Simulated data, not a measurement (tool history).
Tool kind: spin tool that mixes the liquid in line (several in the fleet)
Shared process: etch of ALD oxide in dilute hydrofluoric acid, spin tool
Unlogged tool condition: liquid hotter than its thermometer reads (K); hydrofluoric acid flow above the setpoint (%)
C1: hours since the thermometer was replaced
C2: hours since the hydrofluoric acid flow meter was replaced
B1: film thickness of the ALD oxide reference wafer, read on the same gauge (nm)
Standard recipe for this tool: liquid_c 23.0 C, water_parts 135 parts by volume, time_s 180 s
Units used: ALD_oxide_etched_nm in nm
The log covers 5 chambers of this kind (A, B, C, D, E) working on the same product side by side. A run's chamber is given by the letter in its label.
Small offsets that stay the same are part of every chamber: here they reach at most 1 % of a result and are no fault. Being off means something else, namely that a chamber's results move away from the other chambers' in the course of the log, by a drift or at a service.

{"run": "1B", "hour": 5.1, "liquid_c": 23.0, "water_parts": 135, "time_s": 180, "C1": 1269.1, "C2": 1040.3, "B1": 110.01, "ALD_oxide_etched_nm": 17.278}
{"run": "2A", "hour": 12.9, "liquid_c": 23.0, "water_parts": 135, "time_s": 180, "C1": 871.3, "C2": 461.9, "B1": 109.99, "ALD_oxide_etched_nm": 17.154}
{"run": "3E", "hour": 19.4, "liquid_c": 23.0, "water_parts": 135, "time_s": 180, "C1": 287.3, "C2": 230.9, "B1": 109.98, "ALD_oxide_etched_nm": 17.294}
{"run": "4C", "hour": 26.0, "liquid_c": 23.0, "water_parts": 135, "time_s": 180, "C1": 2489.9, "C2": 866.2, "B1": 109.99, "ALD_oxide_etched_nm": 17.46}
{"run": "5D", "hour": 30.7, "liquid_c": 23.0, "water_parts": 135, "time_s": 180, "C1": 1236.9, "C2": 82.8, "B1": 109.98, "ALD_oxide_etched_nm": 17.831}
{"run": "6B", "hour": 37.9, "liquid_c": 23.0, "water_parts": 135, "time_s": 180, "C1": 1301.9, "C2": 1073.1, "B1": 109.99, "ALD_oxide_etched_nm": 17.318}
{"run": "7A", "hour": 43.4, "liquid_c": 23.0, "water_parts": 135, "time_s": 180, "C1": 901.8, "C2": 492.4, "B1": 109.99, "ALD_oxide_etched_nm": 17.441}
{"run": "8E", "hour": 47.5, "liquid_c": 23.0, "water_parts": 135, "time_s": 180, "C1": 315.4, "C2": 259.0, "B1": 109.99, "ALD_oxide_etched_nm": 17.083}
{"run": "9D", "hour": 52.5, "liquid_c": 23.0, "water_parts": 135, "time_s": 180, "C1": 1258.7, "C2": 104.6, "B1": 110.0, "ALD_oxide_etched_nm": 17.323}
{"run": "10C", "hour": 60.7, "liquid_c": 23.0, "water_parts": 135, "time_s": 180, "C1": 2524.6, "C2": 900.9, "B1": 110.0, "ALD_oxide_etched_nm": 17.345}
{"run": "11C", "hour": 68.8, "liquid_c": 23.0, "water_parts": 80, "time_s": 115, "C1": 2532.7, "C2": 909.0, "B1": 110.02, "ALD_oxide_etched_nm": 20.305}
{"run": "12E", "hour": 72.6, "liquid_c": 23.0, "water_parts": 80, "time_s": 115, "C1": 340.5, "C2": 284.1, "B1": 110.01, "ALD_oxide_etched_nm": 20.336}
{"run": "13A", "hour": 78.0, "liquid_c": 23.0, "water_parts": 80, "time_s": 115, "C1": 936.4, "C2": 527.0, "B1": 109.98, "ALD_oxide_etched_nm": 20.041}
{"run": "14D", "hour": 86.3, "liquid_c": 23.0, "water_parts": 80, "time_s": 115, "C1": 1292.5, "C2": 138.4, "B1": 110.0, "ALD_oxide_etched_nm": 19.945}
{"run": "15B", "hour": 94.3, "liquid_c": 23.0, "water_parts": 80, "time_s": 115, "C1": 1358.3, "C2": 1129.5, "B1": 110.0, "ALD_oxide_etched_nm": 19.842}
{"run": "16A", "hour": 101.8, "liquid_c": 23.0, "water_parts": 135, "time_s": 180, "C1": 960.2, "C2": 550.8, "B1": 110.01, "ALD_oxide_etched_nm": 17.587}
{"run": "17C", "hour": 106.7, "liquid_c": 23.0, "water_parts": 135, "time_s": 180, "C1": 2570.6, "C2": 946.9, "B1": 110.0, "ALD_oxide_etched_nm": 17.465}
{"run": "18E", "hour": 111.9, "liquid_c": 23.0, "water_parts": 135, "time_s": 180, "C1": 379.8, "C2": 323.4, "B1": 110.02, "ALD_oxide_etched_nm": 17.927}
{"run": "19B", "hour": 119.7, "liquid_c": 23.0, "water_parts": 135, "time_s": 180, "C1": 1383.7, "C2": 1154.9, "B1": 110.03, "ALD_oxide_etched_nm": 17.45}
{"run": "20D", "hour": 127.5, "liquid_c": 23.0, "water_parts": 135, "time_s": 180, "C1": 1333.7, "C2": 179.6, "B1": 110.0, "ALD_oxide_etched_nm": 17.51}
{"run": "21C", "hour": 133.4, "liquid_c": 23.0, "water_parts": 135, "time_s": 180, "C1": 2597.3, "C2": 973.6, "B1": 110.03, "ALD_oxide_etched_nm": 17.456}
{"run": "22E", "hour": 139.1, "liquid_c": 23.0, "water_parts": 135, "time_s": 180, "C1": 407.0, "C2": 350.6, "B1": 110.01, "ALD_oxide_etched_nm": 18.177}
{"run": "23D", "hour": 146.3, "liquid_c": 23.0, "water_parts": 135, "time_s": 180, "C1": 1352.5, "C2": 198.4, "B1": 110.0, "ALD_oxide_etched_nm": 17.353}
{"run": "24B", "hour": 151.1, "liquid_c": 23.0, "water_parts": 135, "time_s": 180, "C1": 1415.1, "C2": 1186.3, "B1": 110.01, "ALD_oxide_etched_nm": 17.033}
{"run": "25A", "hour": 155.1, "liquid_c": 23.0, "water_parts": 135, "time_s": 180, "C1": 1013.5, "C2": 604.1, "B1": 109.99, "ALD_oxide_etched_nm": 17.277}
{"run": "26D", "hour": 163.3, "liquid_c": 23.0, "water_parts": 135, "time_s": 180, "C1": 1369.5, "C2": 215.4, "B1": 110.0, "ALD_oxide_etched_nm": 17.432}
{"run": "27A", "hour": 167.8, "liquid_c": 23.0, "water_parts": 135, "time_s": 180, "C1": 1026.2, "C2": 616.8, "B1": 110.02, "ALD_oxide_etched_nm": 17.31}
{"run": "28E", "hour": 173.1, "liquid_c": 23.0, "water_parts": 135, "time_s": 180, "C1": 441.0, "C2": 384.6, "B1": 110.01, "ALD_oxide_etched_nm": 18.221}
{"run": "29B", "hour": 181.0, "liquid_c": 23.0, "water_parts": 135, "time_s": 180, "C1": 1445.0, "C2": 1216.2, "B1": 110.02, "ALD_oxide_etched_nm": 17.272}
{"run": "30C", "hour": 188.0, "liquid_c": 23.0, "water_parts": 135, "time_s": 180, "C1": 2651.9, "C2": 1028.2, "B1": 110.0, "ALD_oxide_etched_nm": 17.65}
{"run": "31B", "hour": 195.7, "liquid_c": 23.0, "water_parts": 135, "time_s": 180, "C1": 1459.7, "C2": 1230.9, "B1": 110.0, "ALD_oxide_etched_nm": 17.255}
{"run": "32D", "hour": 203.7, "liquid_c": 23.0, "water_parts": 135, "time_s": 180, "C1": 1409.9, "C2": 255.8, "B1": 109.99, "ALD_oxide_etched_nm": 17.317}
{"run": "33E", "hour": 210.6, "liquid_c": 23.0, "water_parts": 135, "time_s": 180, "C1": 478.5, "C2": 422.1, "B1": 110.0, "ALD_oxide_etched_nm": 18.176}
{"run": "34A", "hour": 217.3, "liquid_c": 23.0, "water_parts": 135, "time_s": 180, "C1": 1075.7, "C2": 666.3, "B1": 110.01, "ALD_oxide_etched_nm": 17.329}
{"run": "35C", "hour": 222.7, "liquid_c": 23.0, "water_parts": 135, "time_s": 180, "C1": 2686.6, "C2": 1062.9, "B1": 110.0, "ALD_oxide_etched_nm": 17.411}
{"run": "36C", "hour": 227.3, "liquid_c": 23.0, "water_parts": 135, "time_s": 180, "C1": 2691.2, "C2": 1067.5, "B1": 110.0, "ALD_oxide_etched_nm": 17.681}
{"run": "37E", "hour": 231.8, "liquid_c": 23.0, "water_parts": 135, "time_s": 75, "C1": 499.7, "C2": 443.3, "B1": 109.99, "ALD_oxide_etched_nm": 7.7005}

One chamber off, gauge drift, or nothing amiss beyond the chambers' own small offsets? If it is a chamber, which one, and what is the likeliest cause?

One chamber, E, drifts off from the rest bit by bit.
Most likely cause: hydrofluoric acid flow above the setpoint (%) = 4.72.
Not necessarily distinguishable in this log from: liquid hotter than its thermometer reads (K).

Which of the 4 candidates below, each the usual settings with something changed and its results left as question marks, puts chamber E back in line with what the other chambers give on the usual settings?
Counts as in line when no further than this from what the other chambers average on the usual settings: ALD_oxide_etched_nm 0.5700 nm
{"run": "38E-1", "hour": 237.7, "liquid_c": 26.0, "water_parts": 135, "time_s": 180, "ALD_oxide_etched_nm": "?"}
{"run": "38E-2", "hour": 237.7, "liquid_c": 23.0, "water_parts": 140, "time_s": 180, "ALD_oxide_etched_nm": "?"}
{"run": "38E-3", "hour": 237.7, "liquid_c": 23.0, "water_parts": 140, "time_s": 170, "ALD_oxide_etched_nm": "?"}
{"run": "38E-4", "hour": 237.7, "liquid_c": 23.0, "water_parts": 135, "time_s": 190, "ALD_oxide_etched_nm": "?"}

Average result of the remaining chambers running the usual settings: ALD_oxide_etched_nm 17.4350 nm
run=38E-1 ALD_oxide_etched_nm=20.6160
run=38E-2 ALD_oxide_etched_nm=17.6150
run=38E-3 ALD_oxide_etched_nm=16.6370
run=38E-4 ALD_oxide_etched_nm=19.3980
The answer is 38E-2, which returns the chamber to within the allowed miss of the others.
